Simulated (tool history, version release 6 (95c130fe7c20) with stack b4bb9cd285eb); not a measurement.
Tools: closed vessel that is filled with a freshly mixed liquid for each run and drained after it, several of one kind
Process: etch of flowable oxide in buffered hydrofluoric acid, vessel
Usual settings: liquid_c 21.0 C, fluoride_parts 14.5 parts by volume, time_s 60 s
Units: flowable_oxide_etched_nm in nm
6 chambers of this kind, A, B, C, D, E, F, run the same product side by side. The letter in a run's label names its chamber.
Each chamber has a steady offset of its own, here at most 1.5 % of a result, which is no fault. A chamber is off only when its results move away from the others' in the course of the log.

run	hour	liquid_c	fluoride_parts	time_s	read-back film thickness of the flowable oxide reference wafer, read on the same gauge (nm)	flowable_oxide_etched_nm
1A	6.2	21.0	14.5	60	150.03	133.38
2D	16.9	21.0	14.5	60	149.98	128.49
3E	26.4	21.0	14.5	60	150.03	130.44
4F	39.4	21.0	14.5	60	149.98	131.58
5C	46.5	21.0	14.5	60	149.99	130.82
6B	55.9	21.0	14.5	60	150.01	131.92
7C	68.2	21.0	14.5	60	150.02	131.84
8E	74.8	21.0	14.5	60	150.01	129.67
9D	88.9	21.0	14.5	60	150.01	129.06
10B	97.3	21.0	14.5	60	149.97	130.74
11A	105.1	21.0	14.5	60	150.01	131.98
12F	116.1	21.0	14.5	60	150.00	131.74
13B	127.0	21.0	14.5	60	149.99	129.94
# hour 128.5: chamber C: hydrofluoric acid flow meter replaced
14F	137.7	21.0	14.5	60	150.00	129.98
15D	147.4	21.0	14.5	60	149.97	129.49
16E	155.9	21.0	14.5	60	150.01	134.42
17C	164.7	21.0	14.5	60	150.00	130.98
18A	175.5	21.0	14.5	60	150.06	130.37
19F	188.5	21.0	14.5	60	150.01	130.63
20E	197.3	21.0	14.5	60	150.01	134.36
21B	210.7	21.0	14.5	60	150.03	132.34
22A	217.1	21.0	14.5	60	150.01	133.29
23D	230.3	21.0	14.5	60	150.00	130.14
24C	241.3	21.0	14.5	60	150.00	133.10
25A	252.2	21.0	14.5	60	150.00	132.79
26C	259.4	21.0	14.5	60	150.02	132.77
27D	269.0	21.0	14.5	60	150.00	132.88
# hour 274.1: chamber A: hydrofluoric acid flow meter replaced
28B	276.7	21.0	14.5	60	150.01	130.69
29F	289.7	21.0	14.5	60	149.98	130.63
30E	298.4	21.0	14.5	60	149.99	141.64
31D	310.2	21.0	14.5	60	149.99	132.56
32B	322.8	21.0	11.5	60	149.94	164.49
33A	328.9	21.0	11.5	60	149.99	164.93
34F	342.8	21.0	11.5	60	149.98	163.06
35E	350.7	21.0	11.5	60	150.00	180.03
36C	361.4	21.0	11.5	60	149.99	166.97
37B	369.3	21.0	11.5	60	150.02	163.09
38F	381.6	21.0	14.5	60	150.02	130.41
39A	393.3	21.0	14.5	60	150.01	131.51
40C	400.3	18.5	14.5	60	150.02	113.72
41D	412.2	18.5	14.5	60	149.97	113.00

Is one chamber off against the others, does the gauge drift, or is nothing wrong? If a chamber is off, say which, and what the likeliest cause is.

Chamber E drifts away from the others.
Cause: liquid hotter than its thermometer reads (K) = 2.29.
The log may not tell that from: hydrofluoric acid flow above the setpoint (%).

Here are 4 candidates for chamber E's next run, each the usual settings with a change, their results left as question marks. Which one brings its results back in line with what the others give on the usual settings?
In line means no further than this from the other chambers' mean on the usual settings: flowable_oxide_etched_nm 4.30 nm
42E-1	422.3	21.0	15.0	60		?
42E-2	422.3	20.5	16.0	60		?
42E-3	422.3	23.0	14.5	60		?
42E-4	422.3	21.0	14.0	60		?

The other chambers' mean on the usual settings: flowable_oxide_etched_nm 130.83 nm
run	flowable_oxide_etched_nm
42E-1	143.22
42E-2	130.82
42E-3	165.31
42E-4	153.10
42E-2 brings the chamber back in line.
